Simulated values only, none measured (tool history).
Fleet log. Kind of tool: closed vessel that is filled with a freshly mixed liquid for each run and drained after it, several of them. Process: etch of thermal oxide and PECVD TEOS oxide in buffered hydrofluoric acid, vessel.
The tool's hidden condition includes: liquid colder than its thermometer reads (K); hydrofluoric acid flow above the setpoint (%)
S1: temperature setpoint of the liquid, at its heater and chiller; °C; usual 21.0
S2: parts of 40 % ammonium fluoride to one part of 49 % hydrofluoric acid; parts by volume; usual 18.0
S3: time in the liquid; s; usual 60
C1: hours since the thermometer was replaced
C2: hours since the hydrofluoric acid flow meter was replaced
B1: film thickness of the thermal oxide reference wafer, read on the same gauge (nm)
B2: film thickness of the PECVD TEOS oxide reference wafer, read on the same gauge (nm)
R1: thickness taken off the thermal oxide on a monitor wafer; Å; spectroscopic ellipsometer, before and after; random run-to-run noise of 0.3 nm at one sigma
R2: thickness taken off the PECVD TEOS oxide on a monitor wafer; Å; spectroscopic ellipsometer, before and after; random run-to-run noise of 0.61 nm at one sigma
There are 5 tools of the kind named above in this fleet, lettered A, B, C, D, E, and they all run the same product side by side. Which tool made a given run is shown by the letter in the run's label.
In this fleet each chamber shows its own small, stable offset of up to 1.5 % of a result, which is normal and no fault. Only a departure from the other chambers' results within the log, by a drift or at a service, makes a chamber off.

run,hour,S1,S2,S3,C1,C2,B1,B2,R1,R2
1E,3.5,21.0,18.0,60,1634.1,891.3,40.032,79.995,312.45,1075.80
2C,8.0,21.0,18.0,60,1652.6,99.9,40.011,79.993,317.84,1088.10
3D,12.5,21.0,18.0,60,624.9,873.5,39.986,80.001,319.56,1084.10
4A,15.7,21.0,18.0,60,1962.4,1851.1,39.992,80.012,323.27,1093.40
5B,19.7,21.0,18.0,60,715.2,286.3,39.994,80.002,322.10,1091.00
6E,23.7,21.0,18.0,60,1654.3,911.5,40.019,80.006,315.02,1071.40
7B,26.5,21.0,11.5,85,722.0,293.1,39.997,80.009,701.66,2408.30
8A,29.0,21.0,11.5,85,1975.7,1864.4,40.012,79.999,691.74,2384.00
9D,32.5,21.0,11.5,85,644.9,893.5,39.975,80.011,708.55,2392.10
10C,36.7,21.0,11.5,85,1681.3,128.6,40.021,79.990,704.22,2404.60
11B,40.9,21.0,11.5,85,736.4,307.5,39.989,80.000,706.38,2389.60
12A,45.3,23.0,18.0,80,1992.0,1880.7,40.012,79.998,483.35,1642.20
13D,48.1,23.0,18.0,80,660.5,909.1,39.987,80.030,470.86,1622.70
14C,52.7,23.0,18.0,80,1697.3,144.6,39.963,80.011,483.84,1636.20
15E,55.4,23.0,18.0,80,1686.0,943.2,39.984,80.030,471.03,1599.00
16E,59.5,23.0,18.0,80,1690.1,947.3,40.023,80.002,472.51,1602.00
17C,62.3,21.0,18.0,60,1706.9,154.2,39.990,79.991,325.10,1092.70
18A,64.4,21.0,18.0,60,2011.1,1899.8,40.011,80.013,325.86,1097.00
# hour 66.3: chamber C: thermometer replaced
19B,66.6,21.0,18.0,60,762.1,333.2,39.981,79.990,321.35,1098.80
20D,70.2,21.0,18.0,60,682.6,931.2,39.996,79.977,322.62,1078.50
21B,73.1,21.0,18.0,60,768.6,339.7,40.006,80.011,317.70,1094.80
22C,76.9,21.0,18.0,60,10.7,168.8,40.021,79.976,319.58,1089.20
23A,80.2,19.5,18.0,35,2026.9,1915.6,39.988,79.990,171.00,582.85
24E,84.0,19.5,18.0,35,1714.6,971.8,40.012,79.995,168.44,570.21
25D,86.8,19.5,18.0,35,699.2,947.8,39.965,80.027,171.76,577.85
26C,90.2,19.5,18.0,35,24.0,182.1,40.015,79.965,170.68,586.39
27D,92.5,19.5,18.0,35,704.9,953.5,39.982,80.014,172.99,571.45
28A,97.2,21.0,18.0,60,2043.9,1932.6,39.992,79.999,323.15,1095.40
29E,101.5,21.0,18.0,60,1732.1,989.3,40.048,80.006,315.89,1069.10
30B,106.2,21.0,18.0,60,801.7,372.8,40.022,80.010,317.05,1090.10
31C,109.0,21.0,18.0,60,42.8,200.9,39.994,79.984,317.88,1084.40
32A,113.3,21.0,18.0,60,2060.0,1948.7,40.013,80.038,321.87,1091.70
33D,115.8,21.0,18.0,60,728.2,976.8,39.986,79.993,321.17,1088.10
34B,118.7,21.0,22.0,60,814.2,385.3,39.996,79.987,267.35,925.56
35E,121.7,21.0,22.0,60,1752.3,1009.5,39.976,80.004,263.74,911.63
36B,125.7,21.0,22.0,60,821.2,392.3,40.004,79.996,272.05,926.74
37C,127.8,21.0,22.0,60,61.6,219.7,39.996,80.021,269.42,921.45
38A,130.0,21.0,22.0,60,2076.7,1965.4,39.995,79.981,272.60,930.18
39D,134.0,21.0,18.0,60,746.4,995.0,39.949,80.017,320.57,1076.40
40E,137.5,21.0,18.0,60,1768.1,1025.3,40.045,79.979,321.61,1065.70
41E,139.9,21.0,18.0,60,1770.5,1027.7,39.990,79.970,314.49,1056.80
42A,142.8,21.0,18.0,60,2089.5,1978.2,39.984,79.986,322.25,1100.20
43C,147.4,21.0,15.5,60,81.2,239.3,39.979,79.980,375.22,1265.20
44B,151.9,21.0,15.5,60,847.4,418.5,39.985,79.981,366.74,1257.90

Read the log: is a single chamber off, either drifting away or since a service, is the gauge that measures every chamber drifting, or is nothing wrong beyond small per-chamber offsets? Name any odd chamber and what most likely caused it.

The fleet is healthy, with each chamber sitting at its usual small offset and no drift in the gauge.
